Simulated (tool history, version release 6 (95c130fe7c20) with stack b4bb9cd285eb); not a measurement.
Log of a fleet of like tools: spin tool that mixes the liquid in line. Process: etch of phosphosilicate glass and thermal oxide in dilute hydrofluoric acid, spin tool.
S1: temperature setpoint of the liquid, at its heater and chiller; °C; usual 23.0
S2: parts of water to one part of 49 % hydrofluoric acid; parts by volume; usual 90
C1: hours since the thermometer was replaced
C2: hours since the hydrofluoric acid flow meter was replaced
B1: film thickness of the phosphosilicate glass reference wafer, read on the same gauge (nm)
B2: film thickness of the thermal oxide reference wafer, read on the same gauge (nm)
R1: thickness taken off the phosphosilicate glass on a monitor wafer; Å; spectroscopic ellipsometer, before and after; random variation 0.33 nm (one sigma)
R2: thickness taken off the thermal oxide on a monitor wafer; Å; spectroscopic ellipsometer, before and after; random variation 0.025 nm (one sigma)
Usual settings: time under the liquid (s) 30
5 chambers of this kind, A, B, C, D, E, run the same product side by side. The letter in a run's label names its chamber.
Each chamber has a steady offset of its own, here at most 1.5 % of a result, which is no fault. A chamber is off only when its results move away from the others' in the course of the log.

{"run": "1B", "hour": 10.1, "S1": 23.0, "S2": 90, "time under the liquid (s)": 30, "C1": 710.0, "C2": 1344.4, "B1": 89.985, "B2": 29.989, "R1": 647.41, "R2": 14.929}
{"hour": 16.4, "done": "chamber C: thermometer replaced"}
{"run": "2E", "hour": 19.8, "S1": 23.0, "S2": 90, "time under the liquid (s)": 30, "C1": 68.3, "C2": 522.4, "B1": 89.989, "B2": 30.016, "R1": 637.3, "R2": 15.747}
{"run": "3D", "hour": 28.2, "S1": 23.0, "S2": 90, "time under the liquid (s)": 30, "C1": 1791.5, "C2": 1073.9, "B1": 90.014, "B2": 30.008, "R1": 645.1, "R2": 15.701}
{"run": "4C", "hour": 32.8, "S1": 23.0, "S2": 90, "time under the liquid (s)": 30, "C1": 16.4, "C2": 1232.7, "B1": 90.016, "B2": 29.992, "R1": 644.46, "R2": 15.582}
{"run": "5A", "hour": 37.7, "S1": 23.0, "S2": 90, "time under the liquid (s)": 30, "C1": 246.2, "C2": 152.9, "B1": 90.011, "B2": 30.003, "R1": 653.65, "R2": 15.604}
{"run": "6D", "hour": 44.2, "S1": 23.0, "S2": 90, "time under the liquid (s)": 30, "C1": 1807.5, "C2": 1089.9, "B1": 89.982, "B2": 29.976, "R1": 649.22, "R2": 16.03}
{"run": "7A", "hour": 50.8, "S1": 23.0, "S2": 105, "time under the liquid (s)": 20, "C1": 259.3, "C2": 166.0, "B1": 90.003, "B2": 29.989, "R1": 365.75, "R2": 8.3922}
{"run": "8E", "hour": 57.6, "S1": 23.0, "S2": 105, "time under the liquid (s)": 20, "C1": 106.1, "C2": 560.2, "B1": 89.994, "B2": 30.008, "R1": 361.7, "R2": 8.4334}
{"run": "9C", "hour": 64.9, "S1": 23.0, "S2": 105, "time under the liquid (s)": 20, "C1": 48.5, "C2": 1264.8, "B1": 90.005, "B2": 30.011, "R1": 361.35, "R2": 8.4593}
{"run": "10B", "hour": 70.2, "S1": 23.0, "S2": 105, "time under the liquid (s)": 20, "C1": 770.1, "C2": 1404.5, "B1": 90.0, "B2": 30.034, "R1": 364.1, "R2": 8.5613}
{"run": "11B", "hour": 75.2, "S1": 23.0, "S2": 105, "time under the liquid (s)": 20, "C1": 775.1, "C2": 1409.5, "B1": 90.021, "B2": 29.964, "R1": 362.49, "R2": 8.7665}
{"run": "12A", "hour": 83.7, "S1": 23.0, "S2": 120, "time under the liquid (s)": 30, "C1": 292.2, "C2": 198.9, "B1": 90.02, "B2": 29.998, "R1": 470.95, "R2": 11.13}
{"run": "13D", "hour": 88.9, "S1": 23.0, "S2": 120, "time under the liquid (s)": 30, "C1": 1852.2, "C2": 1134.6, "B1": 89.998, "B2": 30.015, "R1": 472.04, "R2": 10.714}
{"run": "14C", "hour": 96.8, "S1": 23.0, "S2": 120, "time under the liquid (s)": 30, "C1": 80.4, "C2": 1296.7, "B1": 89.98, "B2": 30.012, "R1": 466.66, "R2": 10.798}
{"run": "15E", "hour": 103.4, "S1": 23.0, "S2": 120, "time under the liquid (s)": 30, "C1": 151.9, "C2": 606.0, "B1": 89.996, "B2": 30.004, "R1": 460.61, "R2": 11.132}
{"run": "16C", "hour": 108.4, "S1": 23.0, "S2": 120, "time under the liquid (s)": 30, "C1": 92.0, "C2": 1308.3, "B1": 90.004, "B2": 30.006, "R1": 464.97, "R2": 11.241}
{"run": "17E", "hour": 117.4, "S1": 23.0, "S2": 90, "time under the liquid (s)": 30, "C1": 165.9, "C2": 620.0, "B1": 89.974, "B2": 30.029, "R1": 644.54, "R2": 15.035}
{"run": "18A", "hour": 127.4, "S1": 23.0, "S2": 50, "time under the liquid (s)": 30, "C1": 335.9, "C2": 242.6, "B1": 89.994, "B2": 29.981, "R1": 1233.4, "R2": 27.959}
{"run": "19B", "hour": 135.7, "S1": 23.0, "S2": 50, "time under the liquid (s)": 30, "C1": 835.6, "C2": 1470.0, "B1": 90.007, "B2": 30.0, "R1": 1201.5, "R2": 28.993}
{"run": "20D", "hour": 145.0, "S1": 23.0, "S2": 50, "time under the liquid (s)": 30, "C1": 1908.3, "C2": 1190.7, "B1": 89.99, "B2": 30.013, "R1": 1238.4, "R2": 29.847}
{"run": "21A", "hour": 151.4, "S1": 23.0, "S2": 50, "time under the liquid (s)": 30, "C1": 359.9, "C2": 266.6, "B1": 90.003, "B2": 29.979, "R1": 1232.3, "R2": 28.755}
{"run": "22C", "hour": 156.4, "S1": 23.0, "S2": 50, "time under the liquid (s)": 30, "C1": 140.0, "C2": 1356.3, "B1": 90.002, "B2": 30.0, "R1": 1228.8, "R2": 29.673}
{"run": "23E", "hour": 162.6, "S1": 23.0, "S2": 90, "time under the liquid (s)": 30, "C1": 211.1, "C2": 665.2, "B1": 90.007, "B2": 30.008, "R1": 641.61, "R2": 15.216}
{"run": "24B", "hour": 167.3, "S1": 26.5, "S2": 90, "time under the liquid (s)": 30, "C1": 867.2, "C2": 1501.6, "B1": 90.018, "B2": 30.027, "R1": 742.22, "R2": 17.071}
{"run": "25D", "hour": 173.5, "S1": 26.5, "S2": 90, "time under the liquid (s)": 30, "C1": 1936.8, "C2": 1219.2, "B1": 89.98, "B2": 30.006, "R1": 743.96, "R2": 17.771}
{"run": "26D", "hour": 181.0, "S1": 26.5, "S2": 90, "time under the liquid (s)": 30, "C1": 1944.3, "C2": 1226.7, "B1": 90.009, "B2": 30.005, "R1": 746.09, "R2": 17.312}
{"run": "27B", "hour": 188.2, "S1": 26.5, "S2": 90, "time under the liquid (s)": 30, "C1": 888.1, "C2": 1522.5, "B1": 90.0, "B2": 30.009, "R1": 747.67, "R2": 18.185}
{"run": "28A", "hour": 198.3, "S1": 26.5, "S2": 90, "time under the liquid (s)": 30, "C1": 406.8, "C2": 313.5, "B1": 89.991, "B2": 29.995, "R1": 747.61, "R2": 16.582}
{"run": "29E", "hour": 207.6, "S1": 23.0, "S2": 90, "time under the liquid (s)": 30, "C1": 256.1, "C2": 710.2, "B1": 90.01, "B2": 30.008, "R1": 642.51, "R2": 15.536}
{"run": "30C", "hour": 214.8, "S1": 23.0, "S2": 90, "time under the liquid (s)": 30, "C1": 198.4, "C2": 1414.7, "B1": 90.004, "B2": 29.985, "R1": 648.18, "R2": 14.89}
{"run": "31E", "hour": 221.5, "S1": 23.0, "S2": 90, "time under the liquid (s)": 30, "C1": 270.0, "C2": 724.1, "B1": 89.994, "B2": 29.986, "R1": 641.03, "R2": 15.174}
{"run": "32A", "hour": 230.8, "S1": 23.0, "S2": 90, "time under the liquid (s)": 30, "C1": 439.3, "C2": 346.0, "B1": 89.984, "B2": 30.027, "R1": 650.48, "R2": 15.585}
{"run": "33B", "hour": 237.5, "S1": 23.0, "S2": 90, "time under the liquid (s)": 30, "C1": 937.4, "C2": 1571.8, "B1": 89.973, "B2": 30.015, "R1": 648.24, "R2": 15.194}
{"run": "34C", "hour": 247.1, "S1": 23.0, "S2": 90, "time under the liquid (s)": 30, "C1": 230.7, "C2": 1447.0, "B1": 89.994, "B2": 29.979, "R1": 650.17, "R2": 15.442}
{"run": "35D", "hour": 253.2, "S1": 23.0, "S2": 90, "time under the liquid (s)": 30, "C1": 2016.5, "C2": 1298.9, "B1": 89.993, "B2": 29.996, "R1": 644.05, "R2": 15.671}
{"run": "36E", "hour": 261.3, "S1": 23.0, "S2": 90, "time under the liquid (s)": 30, "C1": 309.8, "C2": 763.9, "B1": 90.009, "B2": 29.993, "R1": 639.69, "R2": 14.987}
{"run": "37C", "hour": 269.9, "S1": 23.0, "S2": 90, "time under the liquid (s)": 30, "C1": 253.5, "C2": 1469.8, "B1": 89.965, "B2": 30.021, "R1": 645.46, "R2": 15.274}
{"run": "38A", "hour": 278.6, "S1": 23.0, "S2": 90, "time under the liquid (s)": 30, "C1": 487.1, "C2": 393.8, "B1": 89.981, "B2": 29.998, "R1": 651.43, "R2": 15.271}
{"run": "39B", "hour": 284.6, "S1": 23.0, "S2": 90, "time under the liquid (s)": 30, "C1": 984.5, "C2": 1618.9, "B1": 89.987, "B2": 29.998, "R1": 644.76, "R2": 15.38}
{"run": "40D", "hour": 289.9, "S1": 23.0, "S2": 90, "time under the liquid (s)": 30, "C1": 2053.2, "C2": 1335.6, "B1": 90.005, "B2": 30.003, "R1": 648.79, "R2": 15.066}
{"run": "41D", "hour": 299.3, "S1": 23.0, "S2": 90, "time under the liquid (s)": 30, "C1": 2062.6, "C2": 1345.0, "B1": 89.988, "B2": 29.984, "R1": 650.3, "R2": 15.282}
{"run": "42C", "hour": 305.5, "S1": 23.0, "S2": 90, "time under the liquid (s)": 30, "C1": 289.1, "C2": 1505.4, "B1": 90.011, "B2": 29.981, "R1": 644.96, "R2": 15.284}
{"run": "43A", "hour": 312.5, "S1": 23.0, "S2": 65, "time under the liquid (s)": 15, "C1": 521.0, "C2": 427.7, "B1": 90.023, "B2": 30.001, "R1": 466.19, "R2": 11.293}

Is one chamber off against the others, does the gauge drift, or is nothing wrong? If a chamber is off, say which, and what the likeliest cause is.

No chamber stands off beyond its own small offset, and the gauge holds steady.
